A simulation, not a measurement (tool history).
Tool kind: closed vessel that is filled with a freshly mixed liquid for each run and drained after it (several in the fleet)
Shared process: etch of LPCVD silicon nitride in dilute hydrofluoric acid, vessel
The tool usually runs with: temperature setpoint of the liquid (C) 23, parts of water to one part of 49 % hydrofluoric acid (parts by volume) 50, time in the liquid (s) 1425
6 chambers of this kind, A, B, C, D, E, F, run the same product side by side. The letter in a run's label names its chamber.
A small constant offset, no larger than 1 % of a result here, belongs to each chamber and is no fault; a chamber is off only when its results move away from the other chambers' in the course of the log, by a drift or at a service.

run	day	temperature setpoint of the liquid (C)	parts of water to one part of 49 % hydrofluoric acid (parts by volume)	time in the liquid (s)	read-back film thickness of the LPCVD silicon nitride reference wafer, read on the same gauge (nm)	thickness taken off the LPCVD silicon nitride on a monitor wafer (Å)
1A	0.325	23	50	1425	129.97	129.86
2D	0.629	23	50	1425	129.99	130.97
3F	0.808	23	50	1425	130	130.81
4C	1.017	23	50	1425	129.99	131.71
5E	1.333	23	50	1425	129.97	129.35
6B	1.554	23	50	1425	129.99	131.99
7F	1.862	25.5	50	1425	129.96	155.64
8B	2.021	25.5	50	1425	129.99	156.06
9C	2.271	25.5	50	1425	130.02	155.92
10D	2.529	25.5	50	1425	130.03	155.42
11E	2.754	25.5	50	1425	130.02	154.96
12A	2.929	25.5	50	1425	129.99	154.47
13D	3.183	23	50	1425	130.03	130.41
14E	3.379	23	50	1425	130.03	130.92
15C	3.567	23	50	1425	129.97	131.38
16F	3.738	23	50	1425	129.99	132.54
17B	3.942	23	50	1425	129.98	132.33
18A	4.262	23	50	1425	129.93	130.07
19D	4.542	23	50	1425	129.97	130.11
20F	4.858	23	50	1425	130.03	130.76
21C	5.092	23	50	1425	129.99	131.11
22A	5.362	21.5	50	1425	130.01	116.53
23E	5.646	21.5	50	1425	129.96	118.43
24B	5.929	21.5	50	1425	129.99	117.64
25B	6.125	21.5	50	1425	129.96	118.67
26A	6.338	21.5	50	1425	130	116.83
27C	6.5	21.5	50	1425	130.01	117.59
28D	6.788	23	50	1425	129.94	130.91
# day 6.971: chamber E: hydrofluoric acid flow meter replaced
29F	7.1	23	50	1425	129.99	131.6
30E	7.375	23	50	1425	130.05	129.15
31F	7.688	23	50	1425	130.04	130.89
32C	7.929	23	50	1425	129.97	129.76
# day 8.029: chamber D: hydrofluoric acid flow meter replaced
33E	8.138	27	60	1425	130.01	140.47
34D	8.375	27	60	1425	130	143.02
35A	8.588	27	60	1425	129.96	142.64
36B	8.825	27	60	1425	129.96	144.57
37B	9.062	27	60	1425	129.94	144.18
38E	9.262	27	60	1425	129.99	141.73
39D	9.512	23	50	1425	130	130.65
40C	9.85	23	50	1425	130.01	128.73
41A	9.996	19	50	1425	130	98.201

Which is it: a chamber that has drifted or been left off by a service, a gauge drift common to all chambers, or only each chamber's usual small offset? If a chamber is off, name it and its likeliest cause.

One chamber, C, drifts off from the rest bit by bit.
Cause: liquid colder than its thermometer reads (K) = 0.426.
The log may not separate it from: hydrofluoric acid flow below the setpoint (%).

Below are 4 candidate recipes for chamber C's next run, each the usual settings with a change, their results shown as question marks. Which of them brings C's results back in line with what the other chambers give on the usual settings?
In-line tolerance around the mean of the other chambers on the usual settings: thickness taken off the LPCVD silicon nitride on a monitor wafer (Å) 1.9
42C-1	10.238	23	50	1365		?
42C-2	10.238	23	50	1490		?
42C-3	10.238	23	50	1450		?
42C-4	10.238	23	50	1400		?

Average result of the remaining chambers running the usual settings: thickness taken off the LPCVD silicon nitride on a monitor wafer (Å) 130.79
run	thickness taken off the LPCVD silicon nitride on a monitor wafer (Å)
42C-1	122.44
42C-2	133.66
42C-3	130.07
42C-4	125.58
42C-3 brings the chamber back in line.
